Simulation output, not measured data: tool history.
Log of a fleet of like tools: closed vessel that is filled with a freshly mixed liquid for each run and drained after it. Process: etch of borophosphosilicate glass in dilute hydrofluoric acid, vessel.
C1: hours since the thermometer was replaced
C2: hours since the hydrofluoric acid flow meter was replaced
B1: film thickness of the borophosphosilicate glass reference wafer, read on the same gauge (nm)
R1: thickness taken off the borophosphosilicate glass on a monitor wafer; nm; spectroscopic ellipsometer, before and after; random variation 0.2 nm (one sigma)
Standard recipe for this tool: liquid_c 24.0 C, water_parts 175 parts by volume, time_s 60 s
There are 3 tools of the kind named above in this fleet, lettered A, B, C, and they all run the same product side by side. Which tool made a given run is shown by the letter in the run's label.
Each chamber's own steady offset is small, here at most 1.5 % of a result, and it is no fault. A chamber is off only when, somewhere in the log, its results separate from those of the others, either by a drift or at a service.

Run 1C, hour 6.7: usual settings; C1 2258.5; C2 408.3; B1 90.006. Result: R1 22.219 nm.
Run 2A, hour 20.4: usual settings; C1 427.3; C2 712.4; B1 89.984. Result: R1 22.584 nm.
Run 3B, hour 29.2: usual settings; C1 1908.0; C2 287.2; B1 90.007. Result: R1 22.610 nm.
Run 4A, hour 36.5: usual settings; C1 443.4; C2 728.5; B1 90.010. Result: R1 22.698 nm.
Run 5C, hour 44.9: usual settings; C1 2296.7; C2 446.5; B1 90.014. Result: R1 22.219 nm.
Run 6B, hour 56.3: usual settings; C1 1935.1; C2 314.3; B1 90.012. Result: R1 22.618 nm.
Run 7A, hour 63.9: usual settings; C1 470.8; C2 755.9; B1 90.009. Result: R1 22.958 nm.
Run 8C, hour 76.9: usual settings; C1 2328.7; C2 478.5; B1 89.984. Result: R1 21.981 nm.
Run 9B, hour 84.7: usual settings; C1 1963.5; C2 342.7; B1 90.011. Result: R1 22.393 nm.
Run 10C, hour 91.3: usual settings; C1 2343.1; C2 492.9; B1 90.001. Result: R1 22.231 nm.
Run 11A, hour 98.2: usual settings but liquid_c 21.5 C, water_parts 115 parts by volume; C1 505.1; C2 790.2; B1 90.004. Result: R1 34.041 nm.
At hour 101.7: chamber C: thermometer replaced.
Run 12B, hour 109.5: usual settings but liquid_c 21.5 C, water_parts 115 parts by volume; C1 1988.3; C2 367.5; B1 89.992. Result: R1 32.979 nm.
Run 13A, hour 118.4: usual settings but liquid_c 21.5 C, water_parts 115 parts by volume; C1 525.3; C2 810.4; B1 89.993. Result: R1 33.545 nm.
Run 14B, hour 128.6: usual settings; C1 2007.4; C2 386.6; B1 90.015. Result: R1 22.213 nm.
Run 15C, hour 139.5: usual settings; C1 37.8; C2 541.1; B1 89.990. Result: R1 22.784 nm.
Run 16C, hour 145.6: usual settings; C1 43.9; C2 547.2; B1 90.009. Result: R1 22.773 nm.
Run 17A, hour 156.8: usual settings; C1 563.7; C2 848.8; B1 90.009. Result: R1 22.675 nm.
Run 18B, hour 168.4: usual settings; C1 2047.2; C2 426.4; B1 90.007. Result: R1 21.899 nm.
Run 19C, hour 181.9: usual settings; C1 80.2; C2 583.5; B1 89.997. Result: R1 22.457 nm.
Run 20B, hour 188.1: usual settings; C1 2066.9; C2 446.1; B1 89.981. Result: R1 21.432 nm.
Run 21A, hour 198.3: usual settings; C1 605.2; C2 890.3; B1 89.998. Result: R1 22.488 nm.
Run 22A, hour 211.7: usual settings but liquid_c 28.0 C; C1 618.6; C2 903.7; B1 90.012. Result: R1 26.242 nm.
Run 23B, hour 223.6: usual settings but liquid_c 28.0 C; C1 2102.4; C2 481.6; B1 90.007. Result: R1 25.178 nm.
Run 24C, hour 234.2: usual settings but liquid_c 28.0 C; C1 132.5; C2 635.8; B1 90.009. Result: R1 26.227 nm.
Run 25C, hour 242.1: usual settings; C1 140.4; C2 643.7; B1 89.992. Result: R1 22.355 nm.
Run 26B, hour 250.2: usual settings; C1 2129.0; C2 508.2; B1 90.003. Result: R1 21.106 nm.
Run 27A, hour 257.1: usual settings; C1 664.0; C2 949.1; B1 90.015. Result: R1 22.888 nm.
Run 28B, hour 269.5: usual settings; C1 2148.3; C2 527.5; B1 90.025. Result: R1 21.266 nm.
At hour 279.3: chamber B: thermometer replaced.
Run 29C, hour 283.0: usual settings; C1 181.3; C2 684.6; B1 89.998. Result: R1 22.469 nm.
Run 30A, hour 291.3: usual settings; C1 698.2; C2 983.3; B1 89.993. Result: R1 22.708 nm.
Run 31A, hour 301.4: usual settings; C1 708.3; C2 993.4; B1 89.991. Result: R1 22.997 nm.
Run 32B, hour 310.7: usual settings; C1 31.5; C2 568.7; B1 90.009. Result: R1 20.785 nm.
Run 33C, hour 317.1: usual settings; C1 215.4; C2 718.7; B1 89.983. Result: R1 22.400 nm.
Run 34B, hour 328.2: usual settings; C1 49.0; C2 586.2; B1 90.017. Result: R1 20.745 nm.
Run 35C, hour 337.7: usual settings; C1 236.0; C2 739.3; B1 89.998. Result: R1 22.264 nm.
Run 36A, hour 350.1: usual settings; C1 757.0; C2 1042.1; B1 90.016. Result: R1 22.944 nm.
Run 37B, hour 363.6: usual settings; C1 84.4; C2 621.6; B1 90.022. Result: R1 20.544 nm.
Run 38A, hour 371.9: usual settings; C1 778.8; C2 1063.9; B1 89.984. Result: R1 22.965 nm.
Run 39C, hour 383.9: usual settings; C1 282.2; C2 785.5; B1 90.011. Result: R1 22.553 nm.

The same settings go to every chamber for the next run, one line per chamber below. Forecast the results for each:
Run 40A, hour 394.0: usual settings but water_parts 245 parts by volume. Result: R1 ?.
Run 40B, hour 394.0: usual settings but water_parts 245 parts by volume. Result: R1 ?.
Run 40C, hour 394.0: usual settings but water_parts 245 parts by volume. Result: R1 ?.

run      R1
40A  15.024
40B  13.231
40C  14.950
